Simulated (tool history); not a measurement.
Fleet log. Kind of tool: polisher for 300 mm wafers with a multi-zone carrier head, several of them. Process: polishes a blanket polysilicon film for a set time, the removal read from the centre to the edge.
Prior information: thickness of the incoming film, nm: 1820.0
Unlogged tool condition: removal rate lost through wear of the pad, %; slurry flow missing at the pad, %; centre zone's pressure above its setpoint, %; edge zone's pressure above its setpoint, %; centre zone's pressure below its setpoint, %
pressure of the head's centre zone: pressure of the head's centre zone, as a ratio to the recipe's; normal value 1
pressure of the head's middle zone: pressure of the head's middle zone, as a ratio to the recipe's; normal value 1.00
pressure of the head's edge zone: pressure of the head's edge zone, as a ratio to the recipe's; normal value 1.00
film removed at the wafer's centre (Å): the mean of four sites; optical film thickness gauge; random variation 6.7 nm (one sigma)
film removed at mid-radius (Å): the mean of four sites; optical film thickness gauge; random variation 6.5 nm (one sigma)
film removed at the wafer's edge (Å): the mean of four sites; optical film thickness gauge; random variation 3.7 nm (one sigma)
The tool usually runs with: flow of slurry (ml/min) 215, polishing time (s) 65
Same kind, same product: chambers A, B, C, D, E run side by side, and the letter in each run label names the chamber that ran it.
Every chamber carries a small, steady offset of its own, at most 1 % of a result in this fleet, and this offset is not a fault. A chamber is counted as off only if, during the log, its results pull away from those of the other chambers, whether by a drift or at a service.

| run | hour | flow of slurry (ml/min) | pressure of the head's centre zone | pressure of the head's middle zone | pressure of the head's edge zone | polishing time (s) | wafers polished on this pad | hours since the slurry nozzle was cleaned | hours since the centre zone pressure was calibrated | hours since the edge zone pressure was calibrated | film removed at the wafer's centre (Å) | film removed at mid-radius (Å) | film removed at the wafer's edge (Å) |
|---|---|---|---|---|---|---|---|---|---|---|---|---|---|
| 1C | 6.8 | 215 | 1 | 1.00 | 1.00 | 65 | 593 | 171.9 | 367.7 | 563.9 | 5416.1 | 5491.0 | 5444.1 |
| 2D | 15.8 | 215 | 1 | 1.00 | 1.00 | 65 | 197 | 313.2 | 408.3 | 64.0 | 5537.6 | 5492.3 | 5419.3 |
|  | 17.4 | chamber C: worn pad replaced by a new one |
|  | 21.9 | chamber E: edge zone pressure recalibrated |
| 3E | 27.8 | 215 | 1 | 1.00 | 1.00 | 65 | 557 | 66.2 | 181.0 | 5.9 | 5468.9 | 5474.6 | 5480.5 |
|  | 29.6 | chamber C: slurry nozzle cleaned |
| 4A | 36.4 | 215 | 1 | 1.00 | 1.00 | 65 | 437 | 98.6 | 1013.1 | 428.4 | 5340.2 | 5457.8 | 5391.4 |
|  | 49.0 | chamber B: centre zone pressure recalibrated |
| 5B | 49.7 | 215 | 1 | 1.00 | 1.00 | 65 | 824 | 414.1 | 0.8 | 79.1 | 5457.6 | 5479.0 | 5404.8 |
| 6C | 63.0 | 215 | 1 | 1.00 | 1.00 | 65 | 386 | 33.4 | 423.9 | 620.1 | 5315.5 | 5406.1 | 5534.8 |
|  | 68.1 | chamber B: worn pad replaced by a new one |
| 7D | 71.9 | 215 | 1 | 1.00 | 1.00 | 65 | 673 | 369.3 | 464.4 | 120.1 | 5415.9 | 5451.4 | 5465.2 |
|  | 77.7 | chamber C: worn pad replaced by a new one |
|  | 84.9 | chamber D: worn pad replaced by a new one |
| 8B | 85.9 | 215 | 1 | 1.00 | 1.00 | 65 | 151 | 450.3 | 37.0 | 115.3 | 5293.6 | 5434.6 | 5432.9 |
| 9A | 97.9 | 215 | 1 | 1.00 | 1.00 | 65 | 958 | 160.1 | 1074.6 | 489.9 | 5456.1 | 5468.7 | 5473.4 |
| 10E | 106.1 | 215 | 1 | 1.09 | 1.11 | 65 | 1220 | 144.5 | 259.3 | 84.2 | 5486.1 | 5721.0 | 5749.6 |
|  | 115.3 | chamber A: worn pad replaced by a new one |
| 11B | 119.1 | 215 | 1 | 1.09 | 1.11 | 65 | 432 | 483.5 | 70.2 | 148.5 | 5521.0 | 5880.8 | 5765.0 |
| 12C | 126.6 | 215 | 1 | 1.09 | 1.11 | 65 | 415 | 97.0 | 487.5 | 683.7 | 5394.1 | 5837.2 | 5796.4 |
|  | 126.7 | chamber B: slurry nozzle cleaned |
| 13A | 134.7 | 215 | 1 | 1.09 | 1.11 | 65 | 164 | 196.9 | 1111.4 | 526.7 | 5619.0 | 5857.9 | 5735.5 |
|  | 137.7 | chamber E: slurry nozzle cleaned |
|  | 142.3 | chamber C: worn pad replaced by a new one |
| 14D | 142.6 | 215 | 1 | 1.09 | 1.11 | 65 | 489 | 440.0 | 535.1 | 190.8 | 5481.0 | 5886.6 | 5777.8 |
|  | 152.7 | chamber A: edge zone pressure recalibrated |
| 15E | 154.0 | 215 | 1 | 1.00 | 1.00 | 65 | 1626 | 16.3 | 307.2 | 132.1 | 5357.1 | 5448.2 | 5379.2 |
| 16E | 161.8 | 215 | 1 | 1.00 | 1.00 | 65 | 1693 | 24.1 | 315.0 | 139.9 | 5374.4 | 5306.1 | 5335.4 |
| 17B | 172.4 | 215 | 1 | 1.00 | 1.00 | 65 | 884 | 45.8 | 123.5 | 201.8 | 5497.2 | 5475.1 | 5400.3 |
|  | 175.5 | chamber D: slurry nozzle cleaned |
| 18C | 180.2 | 215 | 1 | 1.00 | 1.00 | 65 | 321 | 150.6 | 541.1 | 737.3 | 5441.5 | 5474.3 | 5466.7 |
|  | 180.4 | chamber D: worn pad replaced by a new one |
|  | 184.3 | chamber B: worn pad replaced by a new one |
| 19D | 189.1 | 215 | 1 | 1.00 | 1.00 | 65 | 74 | 13.7 | 581.6 | 237.3 | 5521.9 | 5415.2 | 5465.9 |
| 20A | 199.9 | 215 | 1 | 1.00 | 1.00 | 65 | 717 | 262.1 | 1176.6 | 47.3 | 5475.1 | 5397.1 | 5439.6 |
| 21B | 206.5 | 215 | 1 | 1.00 | 1.00 | 65 | 188 | 79.9 | 157.6 | 235.9 | 5370.6 | 5313.2 | 5445.7 |
|  | 215.1 | chamber C: worn pad replaced by a new one |
| 22A | 217.3 | 215 | 1 | 1.00 | 1.00 | 65 | 864 | 279.5 | 1194.0 | 64.7 | 5498.5 | 5536.2 | 5479.0 |
| 23D | 226.9 | 215 | 1 | 1.00 | 1.00 | 65 | 394 | 51.5 | 619.4 | 275.1 | 5529.4 | 5566.5 | 5437.2 |
|  | 238.8 | chamber C: slurry nozzle cleaned |
| 24E | 240.5 | 215 | 1 | 1.00 | 1.00 | 65 | 2360 | 102.8 | 393.7 | 218.6 | 5084.7 | 5099.7 | 5131.5 |
| 25C | 248.5 | 215 | 1 | 1.00 | 1.00 | 65 | 283 | 9.8 | 609.4 | 805.6 | 5459.2 | 5445.5 | 5512.2 |
| 26C | 257.7 | 215 | 1 | 1.00 | 1.00 | 65 | 361 | 19.0 | 618.6 | 814.8 | 5635.6 | 5373.6 | 5486.9 |
|  | 269.5 | chamber D: worn pad replaced by a new one |
| 27E | 270.3 | 215 | 1 | 1.00 | 1.00 | 65 | 2612 | 132.6 | 423.5 | 248.4 | 5163.6 | 5094.0 | 5098.9 |
|  | 270.9 | chamber A: centre zone pressure recalibrated |
|  | 272.6 | chamber D: centre zone pressure recalibrated |
|  | 277.1 | chamber A: worn pad replaced by a new one |
| 28A | 280.3 | 215 | 1 | 0.95 | 1.00 | 87 | 27 | 342.5 | 9.5 | 127.7 | 7322.8 | 6999.2 | 7332.3 |
|  | 292.3 | chamber B: worn pad replaced by a new one |
| 29D | 292.4 | 215 | 1 | 0.95 | 1.00 | 87 | 194 | 117.0 | 19.9 | 340.6 | 7168.5 | 7011.1 | 7379.9 |
| 30B | 306.2 | 215 | 1 | 0.95 | 1.00 | 87 | 117 | 179.6 | 257.3 | 335.6 | 7122.7 | 6880.7 | 7284.3 |
|  | 310.0 | chamber A: slurry nozzle cleaned |
| 31B | 318.6 | 215 | 1 | 0.95 | 1.00 | 87 | 222 | 192.0 | 269.7 | 348.0 | 7268.9 | 6922.0 | 7283.6 |
| 32A | 328.5 | 215 | 1 | 0.95 | 1.00 | 87 | 435 | 18.5 | 57.7 | 175.9 | 7420.1 | 6913.4 | 7288.0 |

Is one chamber out of step, is the gauge drifting, or do the chambers differ by no more than their own small offsets? For an off chamber, give its letter and the likeliest cause.

It is chamber E that slowly wanders off from its peers.
Likeliest cause: removal rate lost through wear of the pad, % = 10.9.

Which of the 4 candidates below, each the usual settings with something changed and its results left as question marks, puts chamber E back in line with what the other chambers give on the usual settings?
In line here means within this much of the mean the other chambers give on the usual settings: film removed at the wafer's centre (Å) 230.0; film removed at mid-radius (Å) 230.0; film removed at the wafer's edge (Å) 130.0
| 33E-1 | 338.8 | 220 | 1.01 | 1.00 | 1.01 | 72 |  |  |  |  | ? | ? | ? |
| 33E-2 | 338.8 | 210 | 0.99 | 1.00 | 0.99 | 58 |  |  |  |  | ? | ? | ? |
| 33E-3 | 338.8 | 220 | 1.01 | 1.00 | 1.01 | 79 |  |  |  |  | ? | ? | ? |
| 33E-4 | 338.8 | 210 | 0.99 | 1.01 | 0.99 | 54 |  |  |  |  | ? | ? | ? |

The mean the other chambers reach with the usual settings: film removed at the wafer's centre (Å) 5457.5; film removed at mid-radius (Å) 5439.8; film removed at the wafer's edge (Å) 5448.6
| run | film removed at the wafer's centre (Å) | film removed at mid-radius (Å) | film removed at the wafer's edge (Å) |
|---|---|---|---|
| 33E-1 | 5419.0 | 5416.9 | 5415.7 |
| 33E-2 | 4240.0 | 4336.8 | 4296.7 |
| 33E-3 | 5945.8 | 5943.6 | 5942.2 |
| 33E-4 | 3947.9 | 4074.4 | 3999.8 |
The right change is 33E-1: it brings the chamber back within the allowed miss of the others.
